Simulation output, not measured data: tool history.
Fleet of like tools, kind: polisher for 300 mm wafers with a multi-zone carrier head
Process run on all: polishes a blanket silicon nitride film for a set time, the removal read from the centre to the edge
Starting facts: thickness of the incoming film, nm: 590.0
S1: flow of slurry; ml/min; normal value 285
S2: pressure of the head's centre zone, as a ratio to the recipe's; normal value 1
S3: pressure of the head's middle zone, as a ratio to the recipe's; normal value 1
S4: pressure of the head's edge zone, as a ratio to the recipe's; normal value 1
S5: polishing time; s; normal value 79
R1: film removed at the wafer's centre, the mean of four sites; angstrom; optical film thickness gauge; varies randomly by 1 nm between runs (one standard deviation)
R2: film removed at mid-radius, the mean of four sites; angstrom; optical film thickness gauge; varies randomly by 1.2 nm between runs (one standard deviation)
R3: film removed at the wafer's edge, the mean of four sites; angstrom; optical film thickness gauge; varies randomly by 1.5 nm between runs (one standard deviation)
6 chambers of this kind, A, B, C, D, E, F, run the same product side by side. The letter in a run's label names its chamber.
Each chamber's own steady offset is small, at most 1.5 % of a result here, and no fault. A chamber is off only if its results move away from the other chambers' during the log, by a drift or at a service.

run	hour	S1	S2	S3	S4	S5	R1	R2	R3
1C	8.5	285	1	1	1	79	1081.4	1101.8	1103.3
# hour 16.1: chamber E: worn pad replaced by a new one
2F	17.2	285	1	1	1	79	1101.4	1085.3	1064.8
3E	22.2	285	1	1	1	79	1084.6	1094.8	1091.3
# hour 24.4: chamber C: centre zone pressure recalibrated
# hour 31.1: chamber F: slurry nozzle cleaned
# hour 31.8: chamber D: worn pad replaced by a new one
4D	32.5	285	1	1	1	79	1096.2	1070.9	1099
5B	42.6	285	1	1	1	79	1088.6	1067.5	1092.1
# hour 47.6: chamber A: worn pad replaced by a new one
6A	49.8	285	1	1	1	79	1090.6	1102.9	1094.2
7B	58	285	1	1	1	79	1091.3	1074.4	1115.6
8E	67.4	245	1	1.06	1	79	1078.9	1135.2	1108.9
9F	77.6	245	1	1.06	1	79	1090.1	1117.5	1074.1
10C	82.6	245	1	1.06	1	79	1062.4	1123	1074.7
11A	89.1	245	1	1.06	1	79	1067.3	1138	1076.6
12D	95.3	245	1	1.06	1	79	1059.2	1124	1055.9
# hour 96.8: chamber E: worn pad replaced by a new one
13C	102.4	245	1	1.06	1	79	1070.9	1133.7	1044.4
# hour 110.2: chamber F: worn pad replaced by a new one
14A	111.2	285	1	1	1	79	1089	1094.9	1067.8
# hour 112.1: chamber D: edge zone pressure recalibrated
15E	120.9	285	1	1	1	79	1104.5	1092.8	1104.6
# hour 127.6: chamber D: worn pad replaced by a new one
# hour 128.1: chamber C: worn pad replaced by a new one
16B	128.6	285	1	1	1	79	1065.2	1073.9	1112.5
17D	138.1	285	1	1	1	79	1084.7	1086.2	1107.8
# hour 144.6: chamber F: edge zone pressure recalibrated
18F	147.3	285	1	1	1	79	1088.7	1102.1	1088
19B	157	285	1	1	1	79	1052.3	1051.5	1067.7
20E	163.7	285	1	1	1	79	1087.3	1086.2	1076.5
# hour 171: chamber A: worn pad replaced by a new one
21C	172.1	285	1	1	1	79	1072.6	1065	1075.7
22D	177.9	285	1	1	1	79	1082.8	1099.3	1112.8
23F	183.2	285	1	1	1	79	1093.3	1094.1	1116.1
# hour 183.4: chamber E: worn pad replaced by a new one
# hour 193: chamber A: edge zone pressure recalibrated
24A	193.2	285	1	1	1	79	1080.2	1092.7	1067.4
25A	200.8	285	1	1	1	79	1078.1	1096.8	1091
# hour 206.5: chamber B: centre zone pressure recalibrated
26B	210	285	1	1	1	79	1044.7	1041.8	1040.7
27C	218.9	285	1	1	1	79	1105	1064.6	1077.2
# hour 223: chamber D: worn pad replaced by a new one
28F	224.3	285	1	1	1	79	1100.2	1099.8	1110
29E	229.7	285	1	1	1	79	1095.2	1090.5	1104.8
30D	237.8	285	1	1	1	79	1071.7	1081.9	1086.7
31B	248	285	1	1	1	79	1021.3	1008.8	1020.4
# hour 251.3: chamber F: worn pad replaced by a new one
32F	253.2	285	1	1	1	79	1100.8	1079.8	1110.3
33A	263.5	285	0.91	1	0.94	79	964.74	1073.3	1034.7
# hour 265.9: chamber A: worn pad replaced by a new one
# hour 270.9: chamber C: worn pad replaced by a new one
34D	273.2	285	0.91	1	0.94	79	960.48	1091.3	1084.1
# hour 273.3: chamber E: worn pad replaced by a new one
35C	281.2	285	0.91	1	0.94	79	974.88	1060.7	1063.5
# hour 285.9: chamber D: centre zone pressure recalibrated
36E	290.9	285	0.91	1	0.94	79	975.58	1104.5	1058.8
37C	299.2	285	0.91	1	0.94	79	972.85	1072.8	1041.8
38B	310.3	285	0.91	1	0.94	79	889.6	957.74	963.49
39D	317.2	285	1	1	1	79	1074.1	1093.5	1105
# hour 325.7: chamber D: slurry nozzle cleaned
# hour 326.2: chamber D: worn pad replaced by a new one
40E	327.2	285	1	1	1	79	1093.5	1085.4	1115.5
41A	336	285	1	1	1	79	1088	1086.4	1098.3
42F	344.1	285	1	1	1	79	1100.2	1094.2	1085.3
43D	349.2	285	1	1	1	79	1087.6	1096.8	1091.2

The same settings go to every chamber for the next run, one line per chamber below. Forecast the results for each:
44A	357.2	285	1	1.08	1	79	?	?	?
44B	357.2	285	1	1.08	1	79	?	?	?
44C	357.2	285	1	1.08	1	79	?	?	?
44D	357.2	285	1	1.08	1	79	?	?	?
44E	357.2	285	1	1.08	1	79	?	?	?
44F	357.2	285	1	1.08	1	79	?	?	?

run	R1	R2	R3
44A	1097.6	1187.2	1086.2
44B	955.98	1016.6	960.58
44C	1100.5	1150.3	1059.3
44D	1080.3	1158.9	1099
44E	1097.5	1152.3	1111.9
44F	1086.8	1183.2	1102.6
